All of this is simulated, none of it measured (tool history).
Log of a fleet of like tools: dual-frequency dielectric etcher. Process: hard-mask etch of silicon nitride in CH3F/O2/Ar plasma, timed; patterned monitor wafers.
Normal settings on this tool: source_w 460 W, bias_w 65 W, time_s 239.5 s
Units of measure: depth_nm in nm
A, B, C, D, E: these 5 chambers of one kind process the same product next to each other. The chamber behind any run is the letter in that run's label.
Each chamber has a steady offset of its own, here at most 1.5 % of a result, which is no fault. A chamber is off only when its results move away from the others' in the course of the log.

run	day	source_w	bias_w	time_s	read-back reference wafer on the same gauge, depth_nm	depth_nm
1A	0.088	460	65	239.5	183.96	173.23
2C	0.262	460	65	239.5	184.04	171.19
3B	0.375	460	65	239.5	183.96	169.24
4E	0.546	460	65	239.5	183.99	171.63
5D	0.662	460	65	239.5	183.99	171.76
6B	0.796	460	65	239.5	184.08	170.74
7D	0.912	350	65	239.5	184.06	155.16
8C	1.058	350	65	239.5	184.05	154.79
9E	1.196	350	65	239.5	184.07	154.85
10A	1.321	350	65	239.5	184.10	156.80
11C	1.471	350	65	239.5	183.99	155.69
12A	1.579	460	65	239.5	183.77	172.23
13D	1.700	460	65	239.5	184.01	171.67
14E	1.842	460	65	239.5	184.01	170.60
15B	1.975	460	65	239.5	183.97	170.17
16B	2.167	460	65	239.5	184.11	170.41
# day 2.329: chamber B: wet clean of the chamber
17C	2.346	460	65	239.5	183.95	172.72
18E	2.492	460	65	239.5	184.02	170.97
19D	2.658	460	65	239.5	183.91	171.71
20A	2.829	460	58	199.5	183.95	138.98
21B	2.971	460	58	199.5	183.91	140.60
22E	3.158	460	58	199.5	183.94	138.01
23C	3.321	460	58	199.5	184.04	137.10
24D	3.446	460	58	199.5	183.92	136.92
25A	3.617	460	65	239.5	183.79	173.18
26C	3.721	460	65	239.5	184.20	171.60
27E	3.900	460	65	239.5	184.13	171.66
28A	4.050	460	65	239.5	183.98	173.56
29D	4.229	460	65	239.5	184.09	171.71
30B	4.321	460	65	239.5	184.06	174.07
31D	4.467	460	65	239.5	183.92	172.13

Next, every chamber runs the same settings. What will each give?
32A	4.604	460	65	239.5		?
32B	4.604	460	65	239.5		?
32C	4.604	460	65	239.5		?
32D	4.604	460	65	239.5		?
32E	4.604	460	65	239.5		?

run	depth_nm
32A	173.46
32B	174.69
32C	172.53
32D	171.91
32E	171.83
